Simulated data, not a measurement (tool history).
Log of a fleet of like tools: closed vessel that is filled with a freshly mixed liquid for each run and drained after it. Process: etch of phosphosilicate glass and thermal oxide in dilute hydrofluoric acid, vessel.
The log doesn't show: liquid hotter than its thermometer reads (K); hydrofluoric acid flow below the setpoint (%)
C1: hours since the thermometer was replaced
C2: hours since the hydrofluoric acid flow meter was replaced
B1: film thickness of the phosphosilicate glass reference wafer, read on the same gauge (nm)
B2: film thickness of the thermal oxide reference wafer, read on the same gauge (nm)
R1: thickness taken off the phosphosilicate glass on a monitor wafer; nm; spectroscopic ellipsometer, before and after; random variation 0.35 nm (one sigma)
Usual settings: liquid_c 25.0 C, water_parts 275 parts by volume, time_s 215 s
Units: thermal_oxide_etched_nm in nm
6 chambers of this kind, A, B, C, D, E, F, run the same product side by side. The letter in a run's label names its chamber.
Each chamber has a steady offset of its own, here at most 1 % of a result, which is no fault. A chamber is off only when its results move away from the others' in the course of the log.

run 1B hour=3.9 | liquid_c=25.0 water_parts=275 time_s=215 | C1=1499.5 C2=114.7 | B1=129.97 B2=89.983 | R1=39.994 thermal_oxide_etched_nm=3.1303
run 2A hour=11.7 | liquid_c=25.0 water_parts=275 time_s=215 | C1=138.5 C2=468.4 | B1=130.03 B2=90.041 | R1=40.191 thermal_oxide_etched_nm=3.1011
run 3C hour=18.3 | liquid_c=25.0 water_parts=275 time_s=215 | C1=1448.8 C2=602.9 | B1=130.01 B2=89.937 | R1=39.970 thermal_oxide_etched_nm=3.0258
run 4E hour=22.9 | liquid_c=25.0 water_parts=275 time_s=215 | C1=216.5 C2=206.8 | B1=130.01 B2=90.007 | R1=40.092 thermal_oxide_etched_nm=3.0966
run 5D hour=27.7 | liquid_c=25.0 water_parts=275 time_s=215 | C1=834.6 C2=115.9 | B1=130.03 B2=90.007 | R1=40.015 thermal_oxide_etched_nm=3.0788
run 6F hour=31.6 | liquid_c=25.0 water_parts=275 time_s=215 | C1=692.2 C2=309.9 | B1=130.01 B2=89.958 | R1=40.723 thermal_oxide_etched_nm=3.0284
run 7C hour=35.1 | liquid_c=25.0 water_parts=210 time_s=90 | C1=1465.6 C2=619.7 | B1=130.04 B2=89.997 | R1=23.467 thermal_oxide_etched_nm=1.8102
run 8D hour=42.8 | liquid_c=25.0 water_parts=210 time_s=90 | C1=849.7 C2=131.0 | B1=130.02 B2=89.975 | R1=23.602 thermal_oxide_etched_nm=1.8142
run 9A hour=48.8 | liquid_c=25.0 water_parts=210 time_s=90 | C1=175.6 C2=505.5 | B1=129.98 B2=89.996 | R1=23.800 thermal_oxide_etched_nm=1.8234
run 10E hour=55.9 | liquid_c=25.0 water_parts=210 time_s=90 | C1=249.5 C2=239.8 | B1=129.98 B2=90.020 | R1=23.618 thermal_oxide_etched_nm=1.8368
-- hour=61.2 chamber D: thermometer replaced
run 11F hour=61.3 | liquid_c=25.0 water_parts=210 time_s=90 | C1=721.9 C2=339.6 | B1=129.99 B2=90.043 | R1=23.736 thermal_oxide_etched_nm=1.7938
run 12B hour=66.6 | liquid_c=25.0 water_parts=210 time_s=90 | C1=1562.2 C2=177.4 | B1=130.01 B2=90.002 | R1=23.108 thermal_oxide_etched_nm=1.7874
run 13E hour=70.4 | liquid_c=25.0 water_parts=275 time_s=215 | C1=264.0 C2=254.3 | B1=129.99 B2=89.990 | R1=39.722 thermal_oxide_etched_nm=3.0888
run 14C hour=76.8 | liquid_c=25.0 water_parts=275 time_s=215 | C1=1507.3 C2=661.4 | B1=129.98 B2=90.031 | R1=39.707 thermal_oxide_etched_nm=3.0745
run 15D hour=81.0 | liquid_c=25.0 water_parts=275 time_s=215 | C1=19.9 C2=169.2 | B1=130.00 B2=90.013 | R1=39.976 thermal_oxide_etched_nm=3.0616
run 16A hour=88.4 | liquid_c=23.5 water_parts=275 time_s=120 | C1=215.2 C2=545.1 | B1=130.00 B2=89.984 | R1=21.226 thermal_oxide_etched_nm=1.6305
run 17B hour=94.8 | liquid_c=23.5 water_parts=275 time_s=120 | C1=1590.4 C2=205.6 | B1=129.97 B2=89.984 | R1=21.138 thermal_oxide_etched_nm=1.6148
run 18F hour=98.5 | liquid_c=23.5 water_parts=275 time_s=120 | C1=759.1 C2=376.8 | B1=130.01 B2=89.976 | R1=21.474 thermal_oxide_etched_nm=1.6284
run 19B hour=105.4 | liquid_c=23.5 water_parts=275 time_s=120 | C1=1601.0 C2=216.2 | B1=129.99 B2=89.986 | R1=20.570 thermal_oxide_etched_nm=1.5926
run 20F hour=111.3 | liquid_c=23.5 water_parts=275 time_s=120 | C1=771.9 C2=389.6 | B1=129.99 B2=89.985 | R1=21.119 thermal_oxide_etched_nm=1.6056
run 21D hour=117.4 | liquid_c=23.5 water_parts=275 time_s=120 | C1=56.3 C2=205.6 | B1=130.00 B2=89.953 | R1=21.268 thermal_oxide_etched_nm=1.6176
run 22A hour=123.9 | liquid_c=25.0 water_parts=275 time_s=215 | C1=250.7 C2=580.6 | B1=130.01 B2=89.999 | R1=40.235 thermal_oxide_etched_nm=3.0806
run 23C hour=131.1 | liquid_c=25.0 water_parts=275 time_s=215 | C1=1561.6 C2=715.7 | B1=130.03 B2=90.064 | R1=40.607 thermal_oxide_etched_nm=3.1010
run 24E hour=135.9 | liquid_c=25.0 water_parts=275 time_s=215 | C1=329.5 C2=319.8 | B1=130.01 B2=89.939 | R1=39.698 thermal_oxide_etched_nm=3.1382
run 25C hour=141.2 | liquid_c=21.0 water_parts=190 time_s=215 | C1=1571.7 C2=725.8 | B1=129.97 B2=89.955 | R1=54.743 thermal_oxide_etched_nm=4.2291
run 26E hour=146.1 | liquid_c=21.0 water_parts=190 time_s=215 | C1=339.7 C2=330.0 | B1=130.00 B2=90.012 | R1=55.776 thermal_oxide_etched_nm=4.2050
run 27F hour=151.2 | liquid_c=21.0 water_parts=190 time_s=215 | C1=811.8 C2=429.5 | B1=130.01 B2=90.069 | R1=54.907 thermal_oxide_etched_nm=4.1735
run 28A hour=157.9 | liquid_c=21.0 water_parts=190 time_s=215 | C1=284.7 C2=614.6 | B1=130.01 B2=89.997 | R1=55.000 thermal_oxide_etched_nm=4.1788
run 29D hour=164.0 | liquid_c=21.0 water_parts=190 time_s=215 | C1=102.9 C2=252.2 | B1=129.99 B2=90.002 | R1=55.960 thermal_oxide_etched_nm=4.2400
run 30B hour=170.2 | liquid_c=21.0 water_parts=190 time_s=215 | C1=1665.8 C2=281.0 | B1=129.99 B2=90.009 | R1=52.402 thermal_oxide_etched_nm=4.0127
run 31C hour=174.5 | liquid_c=25.0 water_parts=275 time_s=215 | C1=1605.0 C2=759.1 | B1=130.00 B2=89.981 | R1=40.348 thermal_oxide_etched_nm=3.0766
run 32A hour=179.8 | liquid_c=25.0 water_parts=275 time_s=215 | C1=306.6 C2=636.5 | B1=129.99 B2=89.981 | R1=40.459 thermal_oxide_etched_nm=3.0958
run 33B hour=184.7 | liquid_c=25.0 water_parts=275 time_s=215 | C1=1680.3 C2=295.5 | B1=129.98 B2=89.998 | R1=38.736 thermal_oxide_etched_nm=2.9407
run 34F hour=191.1 | liquid_c=25.0 water_parts=275 time_s=215 | C1=851.7 C2=469.4 | B1=130.02 B2=89.975 | R1=41.052 thermal_oxide_etched_nm=3.0631
run 35D hour=196.8 | liquid_c=25.0 water_parts=160 time_s=215 | C1=135.7 C2=285.0 | B1=130.00 B2=90.025 | R1=79.579 thermal_oxide_etched_nm=6.0653
run 36E hour=201.2 | liquid_c=25.0 water_parts=160 time_s=215 | C1=394.8 C2=385.1 | B1=130.01 B2=89.988 | R1=78.177 thermal_oxide_etched_nm=6.0918
run 37F hour=205.1 | liquid_c=25.0 water_parts=160 time_s=215 | C1=865.7 C2=483.4 | B1=130.01 B2=89.947 | R1=78.179 thermal_oxide_etched_nm=5.9698
run 38E hour=213.1 | liquid_c=25.0 water_parts=160 time_s=215 | C1=406.7 C2=397.0 | B1=129.99 B2=90.005 | R1=78.880 thermal_oxide_etched_nm=6.1030
run 39C hour=220.7 | liquid_c=25.0 water_parts=160 time_s=215 | C1=1651.2 C2=805.3 | B1=130.02 B2=89.974 | R1=78.815 thermal_oxide_etched_nm=5.9724
run 40B hour=228.4 | liquid_c=25.0 water_parts=160 time_s=215 | C1=1724.0 C2=339.2 | B1=130.01 B2=90.005 | R1=73.113 thermal_oxide_etched_nm=5.5806
run 41D hour=235.1 | liquid_c=25.0 water_parts=275 time_s=215 | C1=174.0 C2=323.3 | B1=130.01 B2=90.050 | R1=39.946 thermal_oxide_etched_nm=3.0585

All 6 chambers run these settings next. Forecast each chamber's results:
run 42A hour=240.9 | liquid_c=25.0 water_parts=275 time_s=215 | R1=? thermal_oxide_etched_nm=?
run 42B hour=240.9 | liquid_c=25.0 water_parts=275 time_s=215 | R1=? thermal_oxide_etched_nm=?
run 42C hour=240.9 | liquid_c=25.0 water_parts=275 time_s=215 | R1=? thermal_oxide_etched_nm=?
run 42D hour=240.9 | liquid_c=25.0 water_parts=275 time_s=215 | R1=? thermal_oxide_etched_nm=?
run 42E hour=240.9 | liquid_c=25.0 water_parts=275 time_s=215 | R1=? thermal_oxide_etched_nm=?
run 42F hour=240.9 | liquid_c=25.0 water_parts=275 time_s=215 | R1=? thermal_oxide_etched_nm=?

run=42A R1=39.772 thermal_oxide_etched_nm=3.0552
run=42B R1=37.583 thermal_oxide_etched_nm=2.8927
run=42C R1=40.442 thermal_oxide_etched_nm=3.0756
run=42D R1=41.094 thermal_oxide_etched_nm=3.0775
run=42E R1=39.723 thermal_oxide_etched_nm=3.1354
run=42F R1=40.717 thermal_oxide_etched_nm=3.0573
